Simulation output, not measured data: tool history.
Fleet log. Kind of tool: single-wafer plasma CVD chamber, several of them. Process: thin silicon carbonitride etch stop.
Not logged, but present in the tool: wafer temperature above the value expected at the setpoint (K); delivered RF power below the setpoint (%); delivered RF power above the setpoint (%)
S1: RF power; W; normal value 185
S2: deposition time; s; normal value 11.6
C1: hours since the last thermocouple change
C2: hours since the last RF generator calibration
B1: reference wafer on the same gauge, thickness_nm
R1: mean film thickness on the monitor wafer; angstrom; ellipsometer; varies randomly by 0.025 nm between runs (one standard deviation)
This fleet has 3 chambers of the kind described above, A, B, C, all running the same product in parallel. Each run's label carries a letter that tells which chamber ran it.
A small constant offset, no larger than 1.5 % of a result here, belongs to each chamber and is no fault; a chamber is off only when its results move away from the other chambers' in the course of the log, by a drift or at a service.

run  hour   S1    S2      C1      C2      B1      R1
 1B   4.8  185  11.6  1082.2  1131.5  6.2401  65.099
 2A   9.5  185  11.6   145.6   357.4  6.2442  64.654
 3C  13.9  185  11.6   290.0   776.7  6.2412  65.608
 4A  16.8  185  11.6   152.9   364.7  6.2395  64.249
 5B  21.2  185  11.6  1098.6  1147.9  6.2347  65.754
 6C  23.9  185  11.6   300.0   786.7  6.2413  65.242
 7B  26.6  185  11.6  1104.0  1153.3  6.2454  65.076
 8A  28.8  185  11.6   164.9   376.7  6.2424  64.197
 9C  32.6  185  11.6   308.7   795.4  6.2402  65.053
10A  35.7  185  11.6   171.8   383.6  6.2457  64.431
11B  37.9  150  12.7  1115.3  1164.6  6.2458  67.165
12C  42.2  150  12.7   318.3   805.0  6.2473  67.012
13B  45.8  150  12.7  1123.2  1172.5  6.2410  67.024
14C  49.8  185  11.6   325.9   812.6  6.2408  65.332
15A  52.7  185  11.6   188.8   400.6  6.2396  64.122
16B  56.2  185  11.6  1133.6  1182.9  6.2417  65.542
17A  59.2  185  11.6   195.3   407.1  6.2396  64.069
18C  62.2  185  11.6   338.3   825.0  6.2418  65.171
19B  64.6  185  11.6  1142.0  1191.3  6.2406  65.373
20C  67.8  185  11.6   343.9   830.6  6.2384  65.072
21A  70.9  185  11.6   207.0   418.8  6.2394  64.862
22B  75.4  185  11.6  1152.8  1202.1  6.2317  65.718
23A  78.2  185  11.6   214.3   426.1  6.2364  64.727
24C  80.6  185  11.6   356.7   843.4  6.2416  65.233
25C  84.3  185  11.6   360.4   847.1  6.2394  65.435

Predict what each chamber gives when all 3 of them run the settings below next.
26A  87.9  185  10.6               ?
26B  87.9  185  10.6               ?
26C  87.9  185  10.6               ?

run      R1
26A  58.805
26B  59.687
26C  59.426

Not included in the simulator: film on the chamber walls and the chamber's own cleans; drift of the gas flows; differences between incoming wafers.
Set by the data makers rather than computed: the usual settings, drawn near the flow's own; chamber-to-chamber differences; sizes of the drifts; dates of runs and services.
